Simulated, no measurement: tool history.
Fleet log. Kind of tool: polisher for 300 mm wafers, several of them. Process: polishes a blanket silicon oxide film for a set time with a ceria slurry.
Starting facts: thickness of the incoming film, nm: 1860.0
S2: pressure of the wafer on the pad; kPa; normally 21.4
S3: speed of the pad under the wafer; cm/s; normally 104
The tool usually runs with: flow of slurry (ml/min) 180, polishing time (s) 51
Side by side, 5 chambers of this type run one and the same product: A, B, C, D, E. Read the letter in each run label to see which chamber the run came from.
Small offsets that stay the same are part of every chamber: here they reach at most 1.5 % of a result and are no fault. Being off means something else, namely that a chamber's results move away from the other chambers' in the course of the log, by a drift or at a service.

-- hour=6.4 chamber E: worn pad replaced by a new one
run 1E hour=13.3 | flow_of_slurry_(ml/min)=180 S2=21.4 S3=104 polishing_time_(s)=51 | film_removed_(angstrom)=1862.1
run 2B hour=23.1 | flow_of_slurry_(ml/min)=180 S2=21.4 S3=104 polishing_time_(s)=51 | film_removed_(angstrom)=1895.6
-- hour=24.5 chamber B: worn pad replaced by a new one
run 3A hour=32.9 | flow_of_slurry_(ml/min)=180 S2=21.4 S3=104 polishing_time_(s)=51 | film_removed_(angstrom)=1900.5
-- hour=35.6 chamber A: head pressure recalibrated
run 4D hour=42.6 | flow_of_slurry_(ml/min)=180 S2=21.4 S3=104 polishing_time_(s)=51 | film_removed_(angstrom)=1871.5
run 5C hour=50.5 | flow_of_slurry_(ml/min)=180 S2=21.4 S3=104 polishing_time_(s)=51 | film_removed_(angstrom)=1930.1
-- hour=54.8 chamber A: slurry nozzle cleaned
-- hour=56.7 chamber A: worn pad replaced by a new one
run 6E hour=57.0 | flow_of_slurry_(ml/min)=180 S2=21.4 S3=104 polishing_time_(s)=51 | film_removed_(angstrom)=1892.9
-- hour=67.4 chamber C: worn pad replaced by a new one
run 7B hour=69.0 | flow_of_slurry_(ml/min)=180 S2=21.4 S3=104 polishing_time_(s)=51 | film_removed_(angstrom)=1916.4
run 8D hour=82.9 | flow_of_slurry_(ml/min)=180 S2=21.4 S3=104 polishing_time_(s)=51 | film_removed_(angstrom)=1912.1
-- hour=92.5 chamber D: worn pad replaced by a new one
-- hour=94.0 chamber E: worn pad replaced by a new one
run 9A hour=96.5 | flow_of_slurry_(ml/min)=180 S2=21.4 S3=104 polishing_time_(s)=51 | film_removed_(angstrom)=1894.9
run 10C hour=104.2 | flow_of_slurry_(ml/min)=180 S2=21.4 S3=104 polishing_time_(s)=51 | film_removed_(angstrom)=1912.5
run 11E hour=114.2 | flow_of_slurry_(ml/min)=180 S2=21.4 S3=104 polishing_time_(s)=51 | film_removed_(angstrom)=1868.4
-- hour=120.6 chamber B: worn pad replaced by a new one
run 12A hour=123.1 | flow_of_slurry_(ml/min)=180 S2=21.4 S3=104 polishing_time_(s)=51 | film_removed_(angstrom)=1877.9
-- hour=128.0 chamber D: slurry nozzle cleaned
-- hour=130.1 chamber A: worn pad replaced by a new one
run 13D hour=134.7 | flow_of_slurry_(ml/min)=180 S2=21.4 S3=104 polishing_time_(s)=51 | film_removed_(angstrom)=1901.1
-- hour=140.7 chamber C: worn pad replaced by a new one
run 14B hour=142.2 | flow_of_slurry_(ml/min)=180 S2=21.4 S3=90 polishing_time_(s)=51 | film_removed_(angstrom)=1624.2
-- hour=149.8 chamber C: head pressure recalibrated
run 15C hour=150.0 | flow_of_slurry_(ml/min)=180 S2=21.4 S3=90 polishing_time_(s)=51 | film_removed_(angstrom)=1504.2
run 16E hour=159.7 | flow_of_slurry_(ml/min)=180 S2=21.4 S3=90 polishing_time_(s)=51 | film_removed_(angstrom)=1604.0
-- hour=164.7 chamber E: worn pad replaced by a new one
run 17C hour=171.1 | flow_of_slurry_(ml/min)=180 S2=21.4 S3=90 polishing_time_(s)=51 | film_removed_(angstrom)=1481.1
run 18B hour=185.6 | flow_of_slurry_(ml/min)=180 S2=21.4 S3=90 polishing_time_(s)=51 | film_removed_(angstrom)=1622.7
-- hour=185.8 chamber D: worn pad replaced by a new one
-- hour=187.3 chamber D: head pressure recalibrated
run 19D hour=197.9 | flow_of_slurry_(ml/min)=180 S2=21.4 S3=104 polishing_time_(s)=51 | film_removed_(angstrom)=1878.2
-- hour=206.2 chamber B: worn pad replaced by a new one
run 20A hour=209.1 | flow_of_slurry_(ml/min)=180 S2=21.4 S3=104 polishing_time_(s)=51 | film_removed_(angstrom)=1891.3
-- hour=213.8 chamber A: worn pad replaced by a new one
-- hour=214.1 chamber B: slurry nozzle cleaned
run 21B hour=218.0 | flow_of_slurry_(ml/min)=180 S2=21.4 S3=104 polishing_time_(s)=51 | film_removed_(angstrom)=1896.6
-- hour=219.1 chamber C: worn pad replaced by a new one
run 22A hour=231.9 | flow_of_slurry_(ml/min)=180 S2=21.4 S3=104 polishing_time_(s)=51 | film_removed_(angstrom)=1902.1
-- hour=236.4 chamber E: worn pad replaced by a new one
run 23D hour=240.5 | flow_of_slurry_(ml/min)=180 S2=21.4 S3=104 polishing_time_(s)=51 | film_removed_(angstrom)=1908.3
run 24C hour=249.9 | flow_of_slurry_(ml/min)=180 S2=21.4 S3=104 polishing_time_(s)=51 | film_removed_(angstrom)=1703.1
-- hour=255.4 chamber C: slurry nozzle cleaned
run 25E hour=264.0 | flow_of_slurry_(ml/min)=180 S2=21.4 S3=104 polishing_time_(s)=51 | film_removed_(angstrom)=1871.0
run 26B hour=275.5 | flow_of_slurry_(ml/min)=180 S2=21.4 S3=104 polishing_time_(s)=51 | film_removed_(angstrom)=1901.1
-- hour=282.3 chamber D: worn pad replaced by a new one
run 27A hour=287.5 | flow_of_slurry_(ml/min)=180 S2=21.4 S3=104 polishing_time_(s)=51 | film_removed_(angstrom)=1875.6
-- hour=292.1 chamber B: worn pad replaced by a new one
run 28C hour=296.0 | flow_of_slurry_(ml/min)=180 S2=25.5 S3=104 polishing_time_(s)=68 | film_removed_(angstrom)=2718.1
-- hour=303.6 chamber E: worn pad replaced by a new one
run 29D hour=309.6 | flow_of_slurry_(ml/min)=180 S2=25.5 S3=104 polishing_time_(s)=68 | film_removed_(angstrom)=3040.4
run 30E hour=321.4 | flow_of_slurry_(ml/min)=180 S2=25.5 S3=104 polishing_time_(s)=68 | film_removed_(angstrom)=2959.2
run 31B hour=332.7 | flow_of_slurry_(ml/min)=180 S2=25.5 S3=104 polishing_time_(s)=68 | film_removed_(angstrom)=3014.6
run 32E hour=345.7 | flow_of_slurry_(ml/min)=180 S2=25.5 S3=104 polishing_time_(s)=68 | film_removed_(angstrom)=2974.0

All chambers now run identical settings, listed one chamber a line with results as question marks. What results will each chamber show?
run 33A hour=356.0 | flow_of_slurry_(ml/min)=180 S2=21.4 S3=104 polishing_time_(s)=51 | film_removed_(angstrom)=?
run 33B hour=356.0 | flow_of_slurry_(ml/min)=180 S2=21.4 S3=104 polishing_time_(s)=51 | film_removed_(angstrom)=?
run 33C hour=356.0 | flow_of_slurry_(ml/min)=180 S2=21.4 S3=104 polishing_time_(s)=51 | film_removed_(angstrom)=?
run 33D hour=356.0 | flow_of_slurry_(ml/min)=180 S2=21.4 S3=104 polishing_time_(s)=51 | film_removed_(angstrom)=?
run 33E hour=356.0 | flow_of_slurry_(ml/min)=180 S2=21.4 S3=104 polishing_time_(s)=51 | film_removed_(angstrom)=?

run=33A film_removed_(angstrom)=1879.1
run=33B film_removed_(angstrom)=1869.4
run=33C film_removed_(angstrom)=1698.1
run=33D film_removed_(angstrom)=1932.6
run=33E film_removed_(angstrom)=1866.1

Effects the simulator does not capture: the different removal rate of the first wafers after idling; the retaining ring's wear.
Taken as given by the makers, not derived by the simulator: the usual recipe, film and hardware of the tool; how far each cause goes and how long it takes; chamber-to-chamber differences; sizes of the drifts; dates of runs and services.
